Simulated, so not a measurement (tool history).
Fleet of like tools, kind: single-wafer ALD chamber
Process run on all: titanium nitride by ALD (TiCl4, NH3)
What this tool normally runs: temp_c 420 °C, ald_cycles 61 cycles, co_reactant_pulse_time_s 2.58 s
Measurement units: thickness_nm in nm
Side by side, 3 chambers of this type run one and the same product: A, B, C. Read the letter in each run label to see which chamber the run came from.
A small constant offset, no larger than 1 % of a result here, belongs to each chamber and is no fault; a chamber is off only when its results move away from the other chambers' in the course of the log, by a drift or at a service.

run	day	temp_c	ald_cycles	co_reactant_pulse_time_s	read-back reference wafer on the same gauge, thickness_nm	thickness_nm
1A	0.388	420	61	2.58	1.611	1.3505
2C	0.842	420	61	2.58	1.6086	1.3748
3B	1.396	420	61	2.58	1.6075	1.3627
4C	1.975	420	61	2.58	1.6097	1.3722
5B	2.375	420	61	2.58	1.6107	1.3567
6A	2.712	414	61	3.05	1.6115	1.3696
7A	3.075	414	61	3.05	1.609	1.3566
8B	3.638	414	61	3.05	1.6102	1.3657
9C	3.896	420	61	2.58	1.6091	1.3663
10A	4.271	420	61	2.58	1.6082	1.3571
11B	4.783	420	61	2.58	1.6109	1.3577
12C	5.338	420	61	2.58	1.6089	1.3641
13C	5.692	420	61	2.58	1.6094	1.3699
14A	6.192	420	61	2.58	1.6092	1.3623
15B	6.708	420	61	2.58	1.6106	1.3575
16A	7.283	420	61	2.58	1.6106	1.355
17B	7.617	420	57	1.71	1.6099	1.252
18C	7.962	420	57	1.71	1.6094	1.2663
19A	8.225	420	57	1.71	1.6093	1.256
20C	8.667	420	61	2.58	1.6089	1.3639
21B	9.146	420	61	3.13	1.6084	1.3636
22C	9.608	420	61	3.13	1.6107	1.3767
23A	9.9	420	61	3.13	1.6109	1.3648
24B	10.317	420	61	2.58	1.6097	1.3569
25A	10.729	420	61	2.58	1.6088	1.3559
26C	11.238	420	61	2.58	1.6082	1.3674
27B	11.775	420	61	2.58	1.6091	1.358
28C	12.275	420	61	2.58	1.6101	1.374
29B	12.854	420	61	2.58	1.6117	1.3657
30A	13.142	420	61	2.58	1.6095	1.3483

Has any chamber moved away from the others, gradually or after a service, or does the common gauge drift, or do the chambers differ only by their own small steady offsets? State the chamber and the most likely cause if one applies.

No chamber is off and the gauge is stable; the differences are just each chamber's small, constant offset.

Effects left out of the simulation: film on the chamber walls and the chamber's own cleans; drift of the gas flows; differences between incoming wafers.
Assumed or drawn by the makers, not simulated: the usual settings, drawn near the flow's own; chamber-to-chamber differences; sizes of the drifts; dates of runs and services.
